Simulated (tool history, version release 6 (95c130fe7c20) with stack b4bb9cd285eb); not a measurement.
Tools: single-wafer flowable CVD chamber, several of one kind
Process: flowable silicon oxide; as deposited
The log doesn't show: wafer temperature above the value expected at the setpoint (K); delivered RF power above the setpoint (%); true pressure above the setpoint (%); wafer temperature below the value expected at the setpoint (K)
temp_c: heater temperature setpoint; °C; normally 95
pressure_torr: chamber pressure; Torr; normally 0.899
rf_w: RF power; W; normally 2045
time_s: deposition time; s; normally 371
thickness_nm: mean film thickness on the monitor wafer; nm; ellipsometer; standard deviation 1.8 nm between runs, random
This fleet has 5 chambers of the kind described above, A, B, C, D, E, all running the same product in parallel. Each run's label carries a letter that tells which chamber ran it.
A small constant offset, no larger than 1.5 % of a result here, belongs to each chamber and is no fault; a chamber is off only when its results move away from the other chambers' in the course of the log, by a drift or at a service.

run,hour,temp_c,pressure_torr,rf_w,time_s,hours since the last thermocouple change,hours since the last RF generator calibration,hours since the last manometer calibration,"read-back reference wafer on the same gauge, thickness_nm",thickness_nm
1E,9.6,95,0.899,2045,371,1223.8,2073.9,1473.1,337.15,310.89
2D,17.8,95,0.899,2045,371,368.1,87.5,944.4,337.16,308.44
3B,29,95,0.899,2045,371,2519.8,616.8,1543.6,336.96,310.77
4C,36.7,95,0.899,2045,371,604.7,1817.5,352.7,336.68,311.57
5A,47.2,95,0.899,2045,371,137.5,1381.8,1250.7,336.93,309.2
6C,59,95,0.966,2045,433,627,1839.8,375,336.75,392.29
# hour 59.4: chamber E: capacitance manometer re-zeroed and calibrated
7B,72.6,95,0.966,2045,433,2563.4,660.4,1587.2,337.09,393.63
8E,82.5,95,0.966,2045,433,1296.7,2146.8,23.2,337.47,398.09
9A,91,95,0.966,2045,433,181.3,1425.6,1294.5,336.62,394.41
# hour 103.4: chamber C: RF generator calibrated
10D,105.5,95,0.966,2045,433,455.8,175.2,1032.1,337.12,389.72
11B,116.2,95,0.899,2045,371,2607,704,1630.8,336.97,310.84
12A,124.9,95,0.899,2045,371,215.2,1459.5,1328.4,336.77,305.12
13E,131.8,95,0.899,2045,371,1346,2196.1,72.5,337.55,307.92
# hour 132.3: chamber E: RF generator calibrated
14C,144.5,95,0.899,1815,303,712.5,41.1,460.5,336.84,244.62
# hour 147.1: chamber A: RF generator calibrated
15D,157.4,95,0.899,1815,303,507.7,227.1,1084,337.14,249.19
16C,165.3,95,0.899,1815,303,733.3,61.9,481.3,336.47,244.98
17B,174.7,95,0.899,1815,303,2665.5,762.5,1689.3,336.9,247.83
# hour 178.1: chamber E: thermocouple changed; heater temperature recalibrated
18A,184.7,95,0.899,1815,303,275,37.7,1388.2,337.19,247.38
19E,193.6,95,0.899,2045,371,15.5,61.4,134.3,336.74,307.27
20D,200.3,95,0.899,2045,371,550.6,270,1126.9,336.82,312.5
21C,208.4,95,0.899,2045,371,776.4,105,524.4,337.35,309.74
22E,222.6,95,0.899,2045,371,44.5,90.4,163.3,336.6,307.9
23B,234.2,95,0.899,2045,371,2725,822,1748.8,337.13,306.81
24A,243.9,95,0.899,2045,371,334.2,96.9,1447.4,337.17,309.79
# hour 249.8: chamber B: thermocouple changed; heater temperature recalibrated
25D,252.1,95,0.899,2045,371,602.4,321.8,1178.7,337.25,312.26
26A,266.1,95,0.899,2045,371,356.4,119.1,1469.6,336.76,309.54
27E,280.8,95,0.899,2045,371,102.7,148.6,221.5,337.01,309.63
28B,294,95,0.899,2045,371,44.2,881.8,1808.6,337.22,310.78
29D,305.6,95,0.899,2045,371,655.9,375.3,1232.2,337.32,312.66
30C,315.2,95,0.899,2045,371,883.2,211.8,631.2,337.26,305.73
31C,328.8,95,0.899,2045,371,896.8,225.4,644.8,337.06,305.49
32B,338.3,95,0.899,2045,371,88.5,926.1,1852.9,336.92,309.62

Which is it: a chamber that has drifted or been left off by a service, a gauge drift common to all chambers, or only each chamber's usual small offset? If a chamber is off, name it and its likeliest cause.

Neither any chamber nor the gauge drifts; the chambers differ only by their own small, steady offsets.

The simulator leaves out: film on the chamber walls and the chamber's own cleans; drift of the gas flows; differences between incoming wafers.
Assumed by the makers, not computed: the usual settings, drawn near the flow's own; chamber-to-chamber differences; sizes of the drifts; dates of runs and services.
